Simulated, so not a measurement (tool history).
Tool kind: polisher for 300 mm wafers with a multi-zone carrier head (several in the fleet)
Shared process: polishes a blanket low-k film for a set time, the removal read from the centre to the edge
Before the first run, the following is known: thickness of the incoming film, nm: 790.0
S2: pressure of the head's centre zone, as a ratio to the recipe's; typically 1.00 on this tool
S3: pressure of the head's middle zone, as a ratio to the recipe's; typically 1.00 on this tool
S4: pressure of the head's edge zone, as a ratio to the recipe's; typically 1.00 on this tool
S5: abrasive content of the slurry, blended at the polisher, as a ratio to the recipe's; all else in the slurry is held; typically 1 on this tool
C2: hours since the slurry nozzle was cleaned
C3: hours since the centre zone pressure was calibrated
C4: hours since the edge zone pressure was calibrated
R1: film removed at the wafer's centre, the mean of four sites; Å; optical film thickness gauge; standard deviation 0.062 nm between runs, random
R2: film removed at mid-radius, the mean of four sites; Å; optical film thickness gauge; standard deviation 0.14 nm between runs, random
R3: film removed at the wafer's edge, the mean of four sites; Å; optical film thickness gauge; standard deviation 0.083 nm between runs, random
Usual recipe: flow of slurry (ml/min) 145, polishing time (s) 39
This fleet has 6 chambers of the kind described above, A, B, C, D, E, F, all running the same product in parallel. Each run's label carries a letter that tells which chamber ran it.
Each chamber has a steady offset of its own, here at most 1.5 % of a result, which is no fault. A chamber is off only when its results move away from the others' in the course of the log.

run 1B hour=8.3 | flow_of_slurry_(ml/min)=145 S2=1.00 S3=1.00 S4=1.00 S5=1 polishing_time_(s)=39 | wafers_polished_on_this_pad=674 C2=346.7 C3=159.8 C4=1173.4 | R1=102.150 R2=102.260 R3=102.230
-- hour=11.0 chamber B: edge zone pressure recalibrated
-- hour=13.8 chamber B: worn pad replaced by a new one
run 2E hour=15.2 | flow_of_slurry_(ml/min)=145 S2=1.00 S3=1.00 S4=1.00 S5=1 polishing_time_(s)=39 | wafers_polished_on_this_pad=778 C2=174.8 C3=249.4 C4=37.3 | R1=100.110 R2=102.180 R3=100.970
run 3F hour=27.9 | flow_of_slurry_(ml/min)=145 S2=1.00 S3=1.00 S4=1.00 S5=1 polishing_time_(s)=39 | wafers_polished_on_this_pad=400 C2=246.4 C3=463.2 C4=376.2 | R1=100.450 R2=102.470 R3=103.340
run 4C hour=39.9 | flow_of_slurry_(ml/min)=145 S2=1.00 S3=1.00 S4=1.00 S5=1 polishing_time_(s)=39 | wafers_polished_on_this_pad=862 C2=153.3 C3=528.7 C4=291.9 | R1=100.190 R2=105.020 R3=100.310
-- hour=46.5 chamber D: worn pad replaced by a new one
-- hour=47.3 chamber E: worn pad replaced by a new one
run 5D hour=47.8 | flow_of_slurry_(ml/min)=145 S2=1.00 S3=1.00 S4=1.00 S5=1 polishing_time_(s)=39 | wafers_polished_on_this_pad=12 C2=280.2 C3=492.8 C4=565.7 | R1=102.720 R2=102.740 R3=100.820
-- hour=57.5 chamber A: worn pad replaced by a new one
-- hour=58.5 chamber C: worn pad replaced by a new one
run 6A hour=59.8 | flow_of_slurry_(ml/min)=145 S2=1.00 S3=1.00 S4=1.00 S5=1 polishing_time_(s)=39 | wafers_polished_on_this_pad=21 C2=284.1 C3=385.6 C4=298.3 | R1=100.830 R2=101.040 R3=102.860
run 7F hour=65.5 | flow_of_slurry_(ml/min)=145 S2=1.00 S3=1.11 S4=1.00 S5=1 polishing_time_(s)=29 | wafers_polished_on_this_pad=737 C2=284.0 C3=500.8 C4=413.8 | R1=73.970 R2=86.731 R3=75.816
run 8A hour=76.5 | flow_of_slurry_(ml/min)=145 S2=1.00 S3=1.11 S4=1.00 S5=1 polishing_time_(s)=29 | wafers_polished_on_this_pad=171 C2=300.8 C3=402.3 C4=315.0 | R1=74.176 R2=82.677 R3=75.860
run 9D hour=86.5 | flow_of_slurry_(ml/min)=145 S2=1.00 S3=1.11 S4=1.00 S5=1 polishing_time_(s)=29 | wafers_polished_on_this_pad=358 C2=318.9 C3=531.5 C4=604.4 | R1=76.191 R2=84.192 R3=74.773
-- hour=96.4 chamber B: slurry nozzle cleaned
run 10E hour=96.4 | flow_of_slurry_(ml/min)=145 S2=1.00 S3=1.11 S4=1.00 S5=1 polishing_time_(s)=29 | wafers_polished_on_this_pad=440 C2=256.0 C3=330.6 C4=118.5 | R1=74.736 R2=82.849 R3=75.251
-- hour=98.2 chamber F: worn pad replaced by a new one
-- hour=100.0 chamber B: worn pad replaced by a new one
run 11B hour=107.4 | flow_of_slurry_(ml/min)=145 S2=1.00 S3=1.11 S4=1.00 S5=1 polishing_time_(s)=29 | wafers_polished_on_this_pad=66 C2=11.1 C3=258.9 C4=96.5 | R1=76.113 R2=81.455 R3=76.738
run 12C hour=114.5 | flow_of_slurry_(ml/min)=145 S2=1.00 S3=1.11 S4=1.00 S5=1 polishing_time_(s)=29 | wafers_polished_on_this_pad=502 C2=227.9 C3=603.3 C4=366.5 | R1=75.116 R2=84.319 R3=74.716
run 13E hour=120.6 | flow_of_slurry_(ml/min)=145 S2=1.00 S3=1.00 S4=1.00 S5=1 polishing_time_(s)=39 | wafers_polished_on_this_pad=657 C2=280.2 C3=354.8 C4=142.7 | R1=99.589 R2=102.320 R3=101.580
run 14B hour=130.9 | flow_of_slurry_(ml/min)=145 S2=1.00 S3=1.00 S4=1.00 S5=1 polishing_time_(s)=39 | wafers_polished_on_this_pad=277 C2=34.6 C3=282.4 C4=120.0 | R1=101.580 R2=101.570 R3=103.460
run 15A hour=137.9 | flow_of_slurry_(ml/min)=145 S2=1.00 S3=1.00 S4=1.00 S5=1 polishing_time_(s)=39 | wafers_polished_on_this_pad=721 C2=362.2 C3=463.7 C4=376.4 | R1=99.354 R2=97.876 R3=99.886
-- hour=138.6 chamber E: worn pad replaced by a new one
run 16F hour=146.0 | flow_of_slurry_(ml/min)=145 S2=1.00 S3=1.00 S4=1.00 S5=1 polishing_time_(s)=39 | wafers_polished_on_this_pad=429 C2=364.5 C3=581.3 C4=494.3 | R1=100.970 R2=102.450 R3=102.390
-- hour=149.9 chamber D: worn pad replaced by a new one
-- hour=153.7 chamber F: slurry nozzle cleaned
run 17C hour=158.4 | flow_of_slurry_(ml/min)=145 S2=1.00 S3=1.00 S4=1.00 S5=1 polishing_time_(s)=39 | wafers_polished_on_this_pad=896 C2=271.8 C3=647.2 C4=410.4 | R1=100.320 R2=101.070 R3=100.880
run 18D hour=167.5 | flow_of_slurry_(ml/min)=145 S2=1.00 S3=1.00 S4=1.00 S5=1 polishing_time_(s)=39 | wafers_polished_on_this_pad=158 C2=399.9 C3=612.5 C4=685.4 | R1=102.890 R2=103.130 R3=100.780
run 19F hour=173.6 | flow_of_slurry_(ml/min)=145 S2=1.00 S3=1.00 S4=1.08 S5=1 polishing_time_(s)=39 | wafers_polished_on_this_pad=676 C2=20.0 C3=608.9 C4=521.9 | R1=100.210 R2=106.270 R3=106.380
-- hour=177.9 chamber C: worn pad replaced by a new one
run 20A hour=183.2 | flow_of_slurry_(ml/min)=145 S2=1.00 S3=1.00 S4=1.08 S5=1 polishing_time_(s)=39 | wafers_polished_on_this_pad=1127 C2=407.5 C3=509.0 C4=421.7 | R1=98.635 R2=99.244 R3=104.690
-- hour=187.0 chamber B: worn pad replaced by a new one
-- hour=190.2 chamber A: worn pad replaced by a new one
run 21E hour=195.4 | flow_of_slurry_(ml/min)=145 S2=1.00 S3=1.00 S4=1.08 S5=1 polishing_time_(s)=39 | wafers_polished_on_this_pad=509 C2=355.0 C3=429.6 C4=217.5 | R1=101.010 R2=99.963 R3=105.770
run 22D hour=206.2 | flow_of_slurry_(ml/min)=145 S2=1.00 S3=1.00 S4=1.08 S5=1 polishing_time_(s)=39 | wafers_polished_on_this_pad=505 C2=438.6 C3=651.2 C4=724.1 | R1=101.340 R2=100.140 R3=104.940
run 23B hour=212.4 | flow_of_slurry_(ml/min)=145 S2=1.00 S3=1.00 S4=1.08 S5=1 polishing_time_(s)=39 | wafers_polished_on_this_pad=228 C2=116.1 C3=363.9 C4=201.5 | R1=101.980 R2=100.360 R3=105.830
-- hour=217.7 chamber C: edge zone pressure recalibrated
run 24C hour=225.1 | flow_of_slurry_(ml/min)=145 S2=1.00 S3=1.00 S4=1.08 S5=1 polishing_time_(s)=39 | wafers_polished_on_this_pad=423 C2=338.5 C3=713.9 C4=7.5 | R1=101.230 R2=102.890 R3=105.750
run 25D hour=234.2 | flow_of_slurry_(ml/min)=145 S2=1.00 S3=1.00 S4=1.00 S5=1 polishing_time_(s)=39 | wafers_polished_on_this_pad=756 C2=466.6 C3=679.2 C4=752.1 | R1=101.080 R2=99.321 R3=101.960
-- hour=243.8 chamber F: worn pad replaced by a new one
run 26C hour=245.6 | flow_of_slurry_(ml/min)=145 S2=1.00 S3=1.00 S4=1.00 S5=1 polishing_time_(s)=39 | wafers_polished_on_this_pad=607 C2=359.0 C3=734.4 C4=28.0 | R1=101.520 R2=101.390 R3=101.770
-- hour=250.8 chamber D: worn pad replaced by a new one
-- hour=255.0 chamber E: worn pad replaced by a new one
run 27B hour=256.8 | flow_of_slurry_(ml/min)=145 S2=1.00 S3=1.00 S4=1.00 S5=1 polishing_time_(s)=39 | wafers_polished_on_this_pad=626 C2=160.5 C3=408.3 C4=245.9 | R1=101.710 R2=103.160 R3=101.760
-- hour=259.7 chamber A: edge zone pressure recalibrated
run 28E hour=266.5 | flow_of_slurry_(ml/min)=145 S2=1.00 S3=1.00 S4=1.00 S5=1 polishing_time_(s)=39 | wafers_polished_on_this_pad=103 C2=426.1 C3=500.7 C4=288.6 | R1=101.430 R2=100.380 R3=101.780
-- hour=267.7 chamber F: centre zone pressure recalibrated
run 29F hour=277.8 | flow_of_slurry_(ml/min)=145 S2=1.00 S3=1.00 S4=1.00 S5=1 polishing_time_(s)=39 | wafers_polished_on_this_pad=305 C2=124.2 C3=10.1 C4=626.1 | R1=100.440 R2=102.790 R3=101.800
-- hour=280.9 chamber B: worn pad replaced by a new one
-- hour=282.3 chamber C: worn pad replaced by a new one
run 30A hour=288.6 | flow_of_slurry_(ml/min)=185 S2=1.00 S3=1.00 S4=1.00 S5=1 polishing_time_(s)=39 | wafers_polished_on_this_pad=882 C2=512.9 C3=614.4 C4=28.9 | R1=100.520 R2=107.340 R3=104.380
-- hour=292.7 chamber E: slurry nozzle cleaned
run 31D hour=295.9 | flow_of_slurry_(ml/min)=185 S2=1.00 S3=1.00 S4=1.00 S5=1 polishing_time_(s)=39 | wafers_polished_on_this_pad=404 C2=528.3 C3=740.9 C4=813.8 | R1=107.900 R2=107.030 R3=103.470
run 32E hour=306.8 | flow_of_slurry_(ml/min)=185 S2=1.00 S3=1.00 S4=1.00 S5=1 polishing_time_(s)=39 | wafers_polished_on_this_pad=465 C2=14.1 C3=541.0 C4=328.9 | R1=105.400 R2=105.310 R3=105.040
run 33F hour=313.9 | flow_of_slurry_(ml/min)=185 S2=1.00 S3=1.00 S4=1.00 S5=1 polishing_time_(s)=39 | wafers_polished_on_this_pad=629 C2=160.3 C3=46.2 C4=662.2 | R1=104.140 R2=105.980 R3=104.810
run 34B hour=320.8 | flow_of_slurry_(ml/min)=185 S2=1.00 S3=1.00 S4=1.00 S5=1 polishing_time_(s)=39 | wafers_polished_on_this_pad=357 C2=224.5 C3=472.3 C4=309.9 | R1=107.330 R2=107.480 R3=106.090
run 35C hour=328.7 | flow_of_slurry_(ml/min)=185 S2=1.00 S3=1.00 S4=1.00 S5=1 polishing_time_(s)=39 | wafers_polished_on_this_pad=416 C2=442.1 C3=817.5 C4=111.1 | R1=105.850 R2=107.610 R3=104.260
-- hour=340.1 chamber A: worn pad replaced by a new one
run 36A hour=340.3 | flow_of_slurry_(ml/min)=145 S2=1.00 S3=1.00 S4=1.00 S5=1 polishing_time_(s)=39 | wafers_polished_on_this_pad=1 C2=564.6 C3=666.1 C4=80.6 | R1=95.697 R2=99.818 R3=101.190

Does one chamber stand apart from the rest, does the shared gauge drift, or is all well apart from small per-chamber offsets? Give the chamber and the most likely cause, where there is one.

Chamber A drifts away from the others.
Cause: centre zone's pressure below its setpoint, % = 5.21.

Which of the 4 candidates below, each the usual settings with something changed and its results left as question marks, puts chamber A back in line with what the other chambers give on the usual settings?
In line means no further than this from the other chambers' mean on the usual settings: R1 2.200 Å; R2 4.800 Å; R3 2.900 Å
run 37A-1 hour=349.4 | flow_of_slurry_(ml/min)=140 S2=0.95 S3=1.01 S4=1.02 S5=1 polishing_time_(s)=39 | R1=? R2=? R3=?
run 37A-2 hour=349.4 | flow_of_slurry_(ml/min)=150 S2=1.08 S3=0.98 S4=0.97 S5=1 polishing_time_(s)=39 | R1=? R2=? R3=?
run 37A-3 hour=349.4 | flow_of_slurry_(ml/min)=140 S2=0.92 S3=1.02 S4=1.03 S5=1 polishing_time_(s)=39 | R1=? R2=? R3=?
run 37A-4 hour=349.4 | flow_of_slurry_(ml/min)=150 S2=1.05 S3=0.99 S4=0.98 S5=1 polishing_time_(s)=39 | R1=? R2=? R3=?

Usual-settings mean across the other chambers: R1 101.290 Å; R2 101.780 Å; R3 101.390 Å
run=37A-1 R1=89.243 R2=101.910 R3=102.070
run=37A-2 R1=104.560 R2=100.460 R3=100.410
run=37A-3 R1=86.080 R2=102.850 R3=102.590
run=37A-4 R1=101.350 R2=101.410 R3=100.940
The right change is 37A-4: it brings the chamber back within the allowed miss of the others.
